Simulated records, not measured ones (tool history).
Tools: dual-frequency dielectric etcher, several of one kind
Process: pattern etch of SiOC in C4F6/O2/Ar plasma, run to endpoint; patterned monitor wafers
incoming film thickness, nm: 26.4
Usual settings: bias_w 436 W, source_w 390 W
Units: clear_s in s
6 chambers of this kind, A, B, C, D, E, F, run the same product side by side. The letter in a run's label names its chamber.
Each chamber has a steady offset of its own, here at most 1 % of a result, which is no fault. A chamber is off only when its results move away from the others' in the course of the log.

run 1A day=0.604 | bias_w=436 source_w=390 | clear_s=9.5507
run 2E day=0.954 | bias_w=436 source_w=390 | clear_s=9.4875
run 3D day=1.379 | bias_w=436 source_w=390 | clear_s=9.4333
run 4C day=1.85 | bias_w=436 source_w=390 | clear_s=9.4431
run 5F day=2.133 | bias_w=436 source_w=390 | clear_s=9.4753
-- day=2.312 chamber F: wet clean of the chamber
run 6B day=2.408 | bias_w=436 source_w=390 | clear_s=9.4614
run 7B day=2.817 | bias_w=436 source_w=390 | clear_s=9.2792
run 8C day=3.312 | bias_w=436 source_w=390 | clear_s=9.3845
run 9F day=3.875 | bias_w=436 source_w=390 | clear_s=9.2881
run 10E day=4.45 | bias_w=436 source_w=390 | clear_s=9.5353
run 11A day=4.883 | bias_w=436 source_w=390 | clear_s=9.4198
run 12D day=5.192 | bias_w=436 source_w=390 | clear_s=9.481
run 13A day=5.546 | bias_w=436 source_w=390 | clear_s=9.2826
-- day=5.675 chamber B: wet clean of the chamber
run 14F day=6.083 | bias_w=436 source_w=390 | clear_s=9.333
run 15E day=6.667 | bias_w=436 source_w=390 | clear_s=9.4843
run 16D day=7.158 | bias_w=436 source_w=390 | clear_s=9.4812
run 17B day=7.65 | bias_w=436 source_w=390 | clear_s=8.9005
run 18C day=8.158 | bias_w=362 source_w=300 | clear_s=11.092
-- day=8.171 chamber D: wet clean of the chamber
run 19D day=8.442 | bias_w=362 source_w=300 | clear_s=11.16
-- day=8.538 chamber C: wet clean of the chamber
run 20F day=8.879 | bias_w=362 source_w=300 | clear_s=11.039
run 21B day=9.367 | bias_w=362 source_w=300 | clear_s=10.521
-- day=9.55 chamber A: wet clean of the chamber
run 22E day=9.696 | bias_w=362 source_w=300 | clear_s=11.101
run 23C day=10.1 | bias_w=362 source_w=300 | clear_s=11.146
run 24A day=10.525 | bias_w=436 source_w=390 | clear_s=9.4519
run 25C day=11.038 | bias_w=436 source_w=390 | clear_s=9.4443
run 26F day=11.417 | bias_w=436 source_w=390 | clear_s=9.3942
-- day=11.667 chamber E: wet clean of the chamber
run 27D day=11.838 | bias_w=472 source_w=320 | clear_s=9.7778
run 28B day=12.142 | bias_w=472 source_w=320 | clear_s=9.2885
run 29A day=12.55 | bias_w=472 source_w=320 | clear_s=9.9166
run 30E day=13.058 | bias_w=472 source_w=320 | clear_s=9.8655
run 31E day=13.346 | bias_w=472 source_w=320 | clear_s=9.8744
run 32D day=13.95 | bias_w=472 source_w=320 | clear_s=9.9188
run 33A day=14.304 | bias_w=436 source_w=390 | clear_s=9.4324
run 34F day=14.729 | bias_w=436 source_w=390 | clear_s=9.3717
run 35B day=15.3 | bias_w=436 source_w=390 | clear_s=8.8954
run 36C day=15.904 | bias_w=436 source_w=390 | clear_s=9.417
run 37A day=16.471 | bias_w=436 source_w=390 | clear_s=9.4474
run 38C day=16.742 | bias_w=370 source_w=350 | clear_s=10.418
run 39E day=17.225 | bias_w=370 source_w=350 | clear_s=10.569
run 40B day=17.696 | bias_w=370 source_w=350 | clear_s=9.9161
run 41D day=18.267 | bias_w=370 source_w=350 | clear_s=10.4

What goes on in this fleet: one chamber off, a drifting gauge, or nothing beyond the chambers' own small offsets? Name the chamber and the cause, if any.

A service left chamber B off against the others.
Cause: etch rate over this chamber's usual, % = 5.3.

Here are 4 candidates for chamber B's next run, each the usual settings with a change, their results left as question marks. Which one brings its results back in line with what the others give on the usual settings?
In line means no further than this from the other chambers' mean on the usual settings: clear_s 0.18 s
run 42B-1 day=18.708 | bias_w=324 source_w=390 | clear_s=?
run 42B-2 day=18.708 | bias_w=585 source_w=390 | clear_s=?
run 42B-3 day=18.708 | bias_w=436 source_w=450 | clear_s=?
run 42B-4 day=18.708 | bias_w=369 source_w=390 | clear_s=?

The other chambers' mean on the usual settings: clear_s 9.4321 s
run=42B-1 clear_s=9.9422
run=42B-2 clear_s=8.0096
run=42B-3 clear_s=8.4816
run=42B-4 clear_s=9.4961
42B-4 brings the chamber back in line.
